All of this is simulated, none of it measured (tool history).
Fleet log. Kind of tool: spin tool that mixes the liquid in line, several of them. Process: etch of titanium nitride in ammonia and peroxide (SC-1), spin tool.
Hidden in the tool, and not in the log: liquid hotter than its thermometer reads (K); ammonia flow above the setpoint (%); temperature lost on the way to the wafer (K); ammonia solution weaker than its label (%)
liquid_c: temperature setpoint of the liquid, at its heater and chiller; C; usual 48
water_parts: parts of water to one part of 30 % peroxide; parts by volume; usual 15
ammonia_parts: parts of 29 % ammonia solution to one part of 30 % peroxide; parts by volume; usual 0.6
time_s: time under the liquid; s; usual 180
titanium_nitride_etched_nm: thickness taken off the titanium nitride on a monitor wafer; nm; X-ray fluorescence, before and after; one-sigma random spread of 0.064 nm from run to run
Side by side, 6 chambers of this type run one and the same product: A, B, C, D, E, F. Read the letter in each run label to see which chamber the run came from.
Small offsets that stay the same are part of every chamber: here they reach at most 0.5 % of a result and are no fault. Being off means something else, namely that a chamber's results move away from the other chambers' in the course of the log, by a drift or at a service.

run,day,liquid_c,water_parts,ammonia_parts,time_s,hours since the thermometer was replaced,hours since the ammonia flow meter was replaced,hours since the heated supply line was repaired,hours since the drum of ammonia solution was connected,"read-back film thickness of the titanium nitride reference wafer, read on the same gauge (nm)",titanium_nitride_etched_nm
1A,0.296,48,15,0.6,180,1617.6,371.3,2627.2,109.9,69.994,7.1185
2D,0.708,48,15,0.6,180,479.4,791.0,226.0,211.4,70.010,7.0932
3C,0.979,48,15,0.6,180,415.1,652.4,1319.4,252.9,69.975,7.0194
4E,1.342,48,15,0.6,180,295.3,116.0,123.7,205.5,69.989,6.8899
5B,1.812,48,15,0.6,180,410.3,1101.8,414.8,618.0,69.980,6.9380
6F,2.312,48,15,0.6,180,217.5,1000.2,2339.4,797.6,69.995,7.1765
7F,2.633,48,15,0.6,180,225.2,1007.9,2347.1,805.3,69.998,7.0722
8D,2.950,48,15,0.6,180,533.2,844.8,279.8,265.2,70.036,6.9652
9B,3.204,48,15,0.6,180,443.7,1135.2,448.2,651.4,70.029,6.9127
10C,3.746,48,15,0.6,180,481.5,718.8,1385.8,319.3,70.006,6.9879
11E,4.075,48,15,0.6,180,360.9,181.6,189.3,271.1,70.006,6.9647
12A,4.642,48,15,0.6,180,1721.9,475.6,2731.5,214.2,69.989,7.0161
13B,5.038,48,15,0.6,180,487.7,1179.2,492.2,695.4,70.014,6.9695
14C,5.517,48,15,0.6,180,524.0,761.3,1428.3,361.8,70.004,6.9930
15D,5.833,48,15,0.6,180,602.4,914.0,349.0,334.4,70.029,7.0238
# day 6.029: chamber B: new drum of ammonia solution connected
16F,6.292,48,15,0.6,180,313.0,1095.7,2434.9,893.1,69.973,6.8419
17A,6.762,54,15,0.6,115,1772.8,526.5,2782.4,265.1,70.019,6.9667
18E,7.042,54,15,0.6,115,432.1,252.8,260.5,342.3,70.010,6.7856
19E,7.517,54,15,0.6,115,443.5,264.2,271.9,353.7,69.995,6.8045
20F,7.954,54,15,0.6,115,352.9,1135.6,2474.8,933.0,70.014,6.4428
21C,8.250,54,15,0.6,115,589.6,826.9,1493.9,427.4,70.015,6.7569
22A,8.554,54,15,0.6,115,1815.8,569.5,2825.4,308.1,70.021,6.8070
23B,8.958,48,15,0.6,180,581.8,1273.3,586.3,70.4,70.011,6.9686
24D,9.367,48,15,0.6,180,687.2,998.8,433.8,419.2,69.969,7.1142
25E,9.742,48,15,0.6,180,496.9,317.6,325.3,407.1,70.000,7.0740
26F,10.154,48,15,0.6,180,405.7,1188.4,2527.6,985.8,69.967,6.5694
27C,10.592,48,15,0.6,180,645.8,883.1,1550.1,483.6,70.006,6.9832
28D,10.983,48,15,0.6,180,726.0,1037.6,472.6,458.0,69.978,7.0124
29A,11.546,48,15,0.6,180,1887.6,641.3,2897.2,379.9,69.966,7.1322
30B,12.029,48,15,0.6,180,655.5,1347.0,660.0,144.1,70.002,6.9782
31D,12.529,48,15,0.6,180,763.1,1074.7,509.7,495.1,69.992,7.0217
# day 12.621: chamber F: new drum of ammonia solution connected
32E,12.796,48,15,0.6,180,570.2,390.9,398.6,480.4,70.009,6.9857
# day 13.171: chamber C: heated supply line repaired
33C,13.271,48,15,0.6,180,710.1,947.4,2.5,547.9,69.983,7.1102
34A,13.567,48,15,0.6,180,1936.1,689.8,2945.7,428.4,70.005,6.9703
35F,13.858,48,15,0.6,180,494.6,1277.3,2616.5,29.7,70.005,6.4129
36B,14.408,48,15,0.6,270,712.6,1404.1,717.1,201.2,69.997,10.4130
# day 14.608: chamber D: new drum of ammonia solution connected
37D,14.883,48,15,0.6,270,819.6,1131.2,566.2,6.6,70.042,10.4120
38C,15.300,48,15,0.6,270,758.8,996.1,51.2,596.6,69.987,10.5160
39E,15.758,48,15,0.6,270,641.3,462.0,469.7,551.5,69.961,10.5060

Does one chamber stand apart from the rest, does the shared gauge drift, or is all well apart from small per-chamber offsets? Give the chamber and the most likely cause, where there is one.

It is chamber F that slowly wanders off from its peers.
Most likely cause: temperature lost on the way to the wafer (K) = 1.74.
The log may not separate it from: liquid colder than its thermometer reads (K).

Below are 4 candidate recipes for chamber F's next run, each the usual settings with a change, their results shown as question marks. Which of them brings F's results back in line with what the other chambers give on the usual settings?
Maximum distance from the other chambers' mean on the usual settings for a result to count as in line: titanium_nitride_etched_nm 0.2300 nm
40F-1,16.183,46.5,15.5,0.6,180,,,,,,?
40F-2,16.183,48.0,15.0,0.6,205,,,,,,?
40F-3,16.183,49.0,15.0,0.6,180,,,,,,?
40F-4,16.183,48.0,15.0,0.4,180,,,,,,?

Average result of the remaining chambers running the usual settings: titanium_nitride_etched_nm 7.0488 nm
run,titanium_nitride_etched_nm
40F-1,5.5180
40F-2,7.1168
40F-3,6.7046
40F-4,5.7972
The right change is 40F-2: it brings the chamber back within the allowed miss of the others.
